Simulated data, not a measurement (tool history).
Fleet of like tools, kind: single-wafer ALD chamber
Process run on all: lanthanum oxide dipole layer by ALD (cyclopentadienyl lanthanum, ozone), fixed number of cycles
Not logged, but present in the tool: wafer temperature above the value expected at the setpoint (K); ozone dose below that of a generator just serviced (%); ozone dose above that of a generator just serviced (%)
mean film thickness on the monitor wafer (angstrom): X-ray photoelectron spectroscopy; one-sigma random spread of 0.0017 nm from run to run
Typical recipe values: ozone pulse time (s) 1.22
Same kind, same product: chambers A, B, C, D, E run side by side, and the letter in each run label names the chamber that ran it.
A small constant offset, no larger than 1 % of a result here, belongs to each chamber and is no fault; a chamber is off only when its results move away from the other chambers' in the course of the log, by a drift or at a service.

run	hour	ozone pulse time (s)	hours since the last thermocouple change	hours since the last ozone generator service	read-back reference wafer on the same gauge, thickness_nm	mean film thickness on the monitor wafer (angstrom)
1B	8.7	1.22	1238.8	258	0.59889	5.2725
2C	21.3	1.22	842	297.7	0.59915	5.2792
3D	27.3	1.22	896.2	1047.5	0.59873	5.3122
4E	35.2	1.22	365.5	180.1	0.5991	5.2693
5A	44.5	1.22	963.6	457.5	0.59947	5.2045
6B	53.3	0.89	1283.4	302.6	0.59835	4.8134
7D	61.5	0.89	930.4	1081.7	0.59909	4.8477
8E	74.2	0.89	404.5	219.1	0.59888	4.82
9A	82.2	0.89	1001.3	495.2	0.59912	4.7456
10C	94.1	0.89	914.8	370.5	0.59876	4.828
11A	103	1.22	1022.1	516	0.59945	5.1838
12B	112.4	1.22	1342.5	361.7	0.59942	5.2879
13D	122.8	1.22	991.7	1143	0.5991	5.3072
14E	133.6	0.96	463.9	278.5	0.59897	4.9374
15C	141.7	0.96	962.4	418.1	0.59912	4.9088
16B	152.1	0.96	1382.2	401.4	0.59897	4.9475
17A	160.1	0.96	1079.2	573.1	0.59873	4.8765
18D	166.1	0.96	1035	1186.3	0.59896	4.9697
19E	177.1	1.22	507.4	322	0.59846	5.2805
20C	183.6	0.76	1004.3	460	0.5988	4.5023
21C	191.9	0.76	1012.6	468.3	0.59858	4.4851
22E	198.7	0.76	529	343.6	0.59911	4.5199
23B	208.5	0.76	1438.6	457.8	0.59903	4.4995
24A	216.6	0.76	1135.7	629.6	0.59862	4.4879
25D	224.5	1.22	1093.4	1244.7	0.59954	5.3051
26D	231.3	1.57	1100.2	1251.5	0.59857	5.5384
27C	241.7	1.57	1062.4	518.1	0.59921	5.47
# hour 244.9: chamber D: thermocouple changed; heater temperature recalibrated
28B	248.6	1.57	1478.7	497.9	0.59858	5.5365
29E	259.2	1.57	589.5	404.1	0.59912	5.5479
30A	267.1	1.57	1186.2	680.1	0.59837	5.494
31D	277.2	1.22	32.3	1297.4	0.59871	5.2998
32A	290	1.22	1209.1	703	0.59878	5.2168
33C	302.7	1.22	1123.4	579.1	0.59908	5.1129
34B	310.5	1.22	1540.6	559.8	0.59856	5.2735
35E	319.4	1.22	649.7	464.3	0.59882	5.3082
36A	327.4	1.22	1246.5	740.4	0.59951	5.2192

All chambers now run identical settings, listed one chamber a line with results as question marks. What results will each chamber show?
37A	336.9	1.22				?
37B	336.9	1.22				?
37C	336.9	1.22				?
37D	336.9	1.22				?
37E	336.9	1.22				?

run	mean film thickness on the monitor wafer (angstrom)
37A	5.2057
37B	5.2872
37C	5.0999
37D	5.2886
37E	5.273
